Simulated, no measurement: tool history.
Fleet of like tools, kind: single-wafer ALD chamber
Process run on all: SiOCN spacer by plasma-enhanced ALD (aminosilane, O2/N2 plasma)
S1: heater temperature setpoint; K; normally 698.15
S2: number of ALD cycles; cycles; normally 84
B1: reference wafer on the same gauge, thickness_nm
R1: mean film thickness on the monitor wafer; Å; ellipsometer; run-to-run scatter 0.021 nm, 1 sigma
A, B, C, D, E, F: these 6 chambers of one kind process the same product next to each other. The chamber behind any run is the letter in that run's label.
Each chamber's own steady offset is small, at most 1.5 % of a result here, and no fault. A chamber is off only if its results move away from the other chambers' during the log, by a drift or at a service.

{"run": "1E", "hour": 6.4, "S1": 698.15, "S2": 84, "B1": 5.162, "R1": 47.611}
{"hour": 13.2, "done": "chamber E: thermocouple changed; heater temperature recalibrated"}
{"run": "2B", "hour": 18.4, "S1": 698.15, "S2": 84, "B1": 5.1634, "R1": 46.29}
{"run": "3C", "hour": 29.4, "S1": 698.15, "S2": 84, "B1": 5.1602, "R1": 46.437}
{"hour": 32.0, "done": "chamber A: thermocouple changed; heater temperature recalibrated"}
{"run": "4F", "hour": 41.8, "S1": 698.15, "S2": 84, "B1": 5.1638, "R1": 46.467}
{"run": "5D", "hour": 52.9, "S1": 698.15, "S2": 84, "B1": 5.1638, "R1": 46.419}
{"run": "6A", "hour": 63.9, "S1": 698.15, "S2": 84, "B1": 5.1536, "R1": 46.635}
{"run": "7A", "hour": 75.9, "S1": 698.15, "S2": 84, "B1": 5.1551, "R1": 47.043}
{"run": "8C", "hour": 84.8, "S1": 698.15, "S2": 84, "B1": 5.16, "R1": 46.602}
{"run": "9F", "hour": 93.8, "S1": 698.15, "S2": 84, "B1": 5.1606, "R1": 46.768}
{"run": "10B", "hour": 101.8, "S1": 698.15, "S2": 84, "B1": 5.1606, "R1": 46.551}
{"run": "11E", "hour": 112.4, "S1": 698.15, "S2": 84, "B1": 5.1587, "R1": 47.506}
{"run": "12D", "hour": 126.6, "S1": 698.15, "S2": 84, "B1": 5.1645, "R1": 46.348}
{"run": "13A", "hour": 137.8, "S1": 698.15, "S2": 84, "B1": 5.157, "R1": 46.527}
{"run": "14E", "hour": 150.7, "S1": 698.15, "S2": 84, "B1": 5.1576, "R1": 47.481}
{"run": "15F", "hour": 157.7, "S1": 708.15, "S2": 78, "B1": 5.1619, "R1": 41.567}
{"run": "16C", "hour": 169.1, "S1": 708.15, "S2": 78, "B1": 5.1585, "R1": 41.69}
{"run": "17D", "hour": 179.9, "S1": 708.15, "S2": 78, "B1": 5.1584, "R1": 41.627}
{"run": "18B", "hour": 186.4, "S1": 708.15, "S2": 78, "B1": 5.1609, "R1": 41.552}
{"run": "19F", "hour": 192.9, "S1": 708.15, "S2": 78, "B1": 5.1608, "R1": 42.181}
{"run": "20C", "hour": 207.2, "S1": 708.15, "S2": 78, "B1": 5.1551, "R1": 41.771}
{"run": "21D", "hour": 214.3, "S1": 704.15, "S2": 97, "B1": 5.1579, "R1": 52.563}
{"run": "22E", "hour": 227.0, "S1": 704.15, "S2": 97, "B1": 5.1591, "R1": 53.396}
{"run": "23A", "hour": 237.2, "S1": 704.15, "S2": 97, "B1": 5.1629, "R1": 53.06}
{"run": "24B", "hour": 246.5, "S1": 704.15, "S2": 97, "B1": 5.1566, "R1": 52.697}
{"run": "25A", "hour": 258.6, "S1": 704.15, "S2": 97, "B1": 5.1582, "R1": 53.365}
{"run": "26D", "hour": 265.8, "S1": 704.15, "S2": 97, "B1": 5.1608, "R1": 52.388}
{"run": "27F", "hour": 274.6, "S1": 698.15, "S2": 84, "B1": 5.155, "R1": 46.694}
{"run": "28C", "hour": 283.7, "S1": 698.15, "S2": 84, "B1": 5.1627, "R1": 46.684}
{"hour": 292.7, "done": "chamber F: thermocouple changed; heater temperature recalibrated"}
{"run": "29E", "hour": 293.6, "S1": 698.15, "S2": 84, "B1": 5.1633, "R1": 47.463}
{"run": "30B", "hour": 300.5, "S1": 698.15, "S2": 84, "B1": 5.1566, "R1": 46.293}
{"run": "31C", "hour": 314.4, "S1": 698.15, "S2": 84, "B1": 5.1636, "R1": 46.708}
{"hour": 314.5, "done": "chamber B: thermocouple changed; heater temperature recalibrated"}
{"run": "32F", "hour": 327.2, "S1": 698.15, "S2": 84, "B1": 5.1609, "R1": 46.688}
{"run": "33E", "hour": 341.3, "S1": 698.15, "S2": 84, "B1": 5.1542, "R1": 46.898}
{"run": "34A", "hour": 354.1, "S1": 698.15, "S2": 84, "B1": 5.1593, "R1": 46.833}
{"run": "35B", "hour": 363.8, "S1": 698.15, "S2": 84, "B1": 5.1596, "R1": 46.634}
{"run": "36D", "hour": 370.4, "S1": 698.15, "S2": 84, "B1": 5.1586, "R1": 46.269}

Which is it: a chamber that has drifted or been left off by a service, a gauge drift common to all chambers, or only each chamber's usual small offset? If a chamber is off, name it and its likeliest cause.

All chambers stay in line apart from their small fixed offsets, and the gauge does not drift.
